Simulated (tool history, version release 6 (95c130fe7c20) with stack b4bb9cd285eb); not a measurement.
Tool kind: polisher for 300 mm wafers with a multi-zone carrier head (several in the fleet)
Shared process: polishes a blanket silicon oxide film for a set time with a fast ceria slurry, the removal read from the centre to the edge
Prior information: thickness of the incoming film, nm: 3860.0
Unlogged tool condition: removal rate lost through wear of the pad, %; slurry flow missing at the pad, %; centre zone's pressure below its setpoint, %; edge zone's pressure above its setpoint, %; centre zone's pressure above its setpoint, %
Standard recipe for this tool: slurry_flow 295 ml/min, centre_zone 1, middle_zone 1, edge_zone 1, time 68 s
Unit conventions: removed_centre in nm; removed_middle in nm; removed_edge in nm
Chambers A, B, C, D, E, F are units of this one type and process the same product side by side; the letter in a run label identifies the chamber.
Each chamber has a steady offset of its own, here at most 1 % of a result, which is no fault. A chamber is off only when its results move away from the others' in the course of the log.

run   hour  slurry_flow  centre_zone  middle_zone  edge_zone  time  wafers polished on this pad  hours since the slurry nozzle was cleaned  hours since the centre zone pressure was calibrated  hours since the edge zone pressure was calibrated  removed_centre  removed_middle  removed_edge
       5.9  -- chamber C: worn pad replaced by a new one
 1F    6.4          295            1            1          1    68                          599                                      717.5                                                177.9                                               96.2          834.18          828.15         812.5
 2C   16.2          295            1            1          1    68                           61                                      725.4                                                218.4                                              736.5          830.34          814.43        814.89
 3E   24.9          295            1            1          1    68                          486                                      166.3                                                740.3                                              187.2          822.34             818        806.14
      25.6  -- chamber C: slurry nozzle cleaned
      30.3  -- chamber A: worn pad replaced by a new one
 4A   34.1          295            1            1          1    68                           22                                      172.1                                               1415.8                                              810.2          809.59          830.66        834.94
 5D   41.7          365            1            1          1    68                          704                                      448.9                                                781.6                                              349.7           837.1          843.74        856.32
 6B   52.4          365            1            1          1    68                          708                                      472.6                                                   84                                              502.5          831.01          849.44        824.09
      59.5  -- chamber B: worn pad replaced by a new one
 7D   59.6          365            1            1          1    68                          812                                      466.8                                                799.5                                              367.6          832.55           834.2        853.99
        61  -- chamber D: worn pad replaced by a new one
 8B   70.8          365            1            1          1    68                           68                                        491                                                102.4                                              520.9          833.94          823.94        857.56
 9C     80          365            1            1          1    68                          445                                       54.5                                                282.2                                              800.3          852.79          847.13        827.78
10A   89.3          365            1            1          1    68                          354                                      227.3                                                 1471                                              865.4          839.16          837.27        825.21
11E    103          295            1            1          1    68                          956                                      244.4                                                818.4                                              265.3             822             816        830.07
     106.9  -- chamber B: edge zone pressure recalibrated
12F  109.3          295            1            1          1    68                         1218                                      820.4                                                280.8                                              199.1          833.71          813.34        800.51
13E    117          295            1            1          1    68                         1040                                      258.4                                                832.4                                              279.3          821.48          798.56        804.74
14A  125.2          295            1            1          1    68                          570                                      263.2                                               1506.9                                              901.3          815.35          833.02        818.84
15F  134.1          295            1            1          1    68                         1367                                      845.2                                                305.6                                              223.9          830.98          814.74        830.54
     137.7  -- chamber F: worn pad replaced by a new one
       139  -- chamber F: slurry nozzle cleaned
16B  144.8          295            1            1          1    68                          513                                        565                                                176.4                                               37.9          824.92          833.43        831.57
17C  156.9          295            1            1          1    68                          907                                      131.4                                                359.1                                              877.2          839.16          833.96        823.05
     162.1  -- chamber D: slurry nozzle cleaned
18D  164.5          295            1            1          1    68                          622                                        2.4                                                904.4                                              472.5           829.7          833.67        821.72
19D  175.3          295            1            1          1    57                          687                                       13.2                                                915.2                                              483.3          690.85          687.47        688.16
     175.4  -- chamber D: worn pad replaced by a new one
     178.8  -- chamber B: worn pad replaced by a new one
     180.2  -- chamber E: worn pad replaced by a new one
     181.4  -- chamber E: edge zone pressure recalibrated
20E    182          295            1            1          1    57                           11                                      323.4                                                897.4                                                0.7          681.14          677.73        700.08
       189  -- chamber D: centre zone pressure recalibrated
21A  194.8          295            1            1          1    57                          989                                      332.8                                               1576.5                                              970.9           683.2           700.3        695.64
     195.2  -- chamber E: slurry nozzle cleaned
     197.9  -- chamber C: worn pad replaced by a new one
22B  203.8          295            1            1          1    57                          150                                        624                                                235.4                                               96.9          681.28           690.7         713.6
23C  212.3          295            1            1          1    57                           86                                      186.8                                                414.5                                              932.6          706.15          698.44        690.69
24F  220.2          295            1            1          1    57                          496                                       81.2                                                391.7                                                310          700.65          681.08        692.39
25E    228          295            1            1          1    68                          287                                       32.9                                                943.4                                               46.7          800.58          813.97        807.41
     235.8  -- chamber A: centre zone pressure recalibrated
26D  238.9          295            1            1          1    68                          381                                       76.8                                                 49.9                                              546.9          802.51          827.39        814.09
     239.9  -- chamber A: worn pad replaced by a new one
     240.4  -- chamber B: slurry nozzle cleaned
27B  248.8          295            1            1          1    68                          421                                        8.5                                                280.4                                              141.9          810.64          819.18        842.18
       259  -- chamber A: edge zone pressure recalibrated
28C  262.3          295            1            1          1    68                          387                                      236.8                                                464.5                                              982.6          838.43          812.33        815.13
29F  276.4          295            1            1          1    68                          834                                      137.4                                                447.9                                              366.2          812.65          823.07        803.18
     281.3  -- chamber B: centre zone pressure recalibrated
     287.2  -- chamber D: worn pad replaced by a new one
30A  288.3          295            1            1          1    68                          291                                      426.3                                                 52.6                                               29.3          820.06          832.42        828.93
31A  297.8          295          0.9            1          1    68                          348                                      435.8                                                 62.1                                               38.8          715.98          828.37        829.35
32B  306.2          295          0.9            1          1    68                          766                                       65.9                                                 24.9                                              199.3          732.51           828.8        831.57
     307.5  -- chamber B: worn pad replaced by a new one
33D  316.1          295          0.9            1          1    68                          174                                        154                                                127.1                                              624.1          730.37          823.82        821.13
34C  328.6          295          0.9            1          1    68                          785                                      303.1                                                530.8                                             1048.9          737.85           828.3        827.58
35F  338.6          295          0.9            1          1    68                         1207                                      199.6                                                510.1                                              428.4          737.54          809.81        808.36
     338.9  -- chamber D: edge zone pressure recalibrated
36E  352.3          295          0.9            1          1    68                         1035                                      157.2                                               1067.7                                                171          676.58          804.35        811.69
37D  366.4          295            1            1          1    68                          476                                      204.3                                                177.4                                               27.6          823.22          830.28        797.54
     368.8  -- chamber E: worn pad replaced by a new one
38E  376.3          295            1            1          1    68                           45                                      181.2                                               1091.7                                                195          739.68          820.55        827.97
     381.1  -- chamber F: worn pad replaced by a new one
39F  383.6          295            1            1       1.08    78                           15                                      244.6                                                555.1                                              473.4          947.14          923.58        975.02
40C  393.7          295            1            1       1.08    78                         1177                                      368.2                                                595.9                                               1114          949.56          960.57        981.68
41B  407.6          295            1            1       1.08    78                          602                                      167.3                                                126.3                                              300.7          928.03          945.36         995.6
42A  415.7          295            1            1       1.08    78                         1057                                      553.7                                                  180                                              156.7          937.98          946.86        970.54

All chambers now run identical settings, listed one chamber a line with results as question marks. What results will each chamber show?
43A  425.9          295            1            1          1    68                                                                                                                                                                                               ?               ?             ?
43B  425.9          295            1            1          1    68                                                                                                                                                                                               ?               ?             ?
43C  425.9          295            1            1          1    68                                                                                                                                                                                               ?               ?             ?
43D  425.9          295            1            1          1    68                                                                                                                                                                                               ?               ?             ?
43E  425.9          295            1            1          1    68                                                                                                                                                                                               ?               ?             ?
43F  425.9          295            1            1          1    68                                                                                                                                                                                               ?               ?             ?

run  removed_centre  removed_middle  removed_edge
43A          822.05          824.66        817.05
43B          811.64          818.67        823.48
43C          833.25          821.05        828.03
43D          822.13           848.3        834.22
43E          740.64          824.08         817.2
43F             828          826.77        828.65
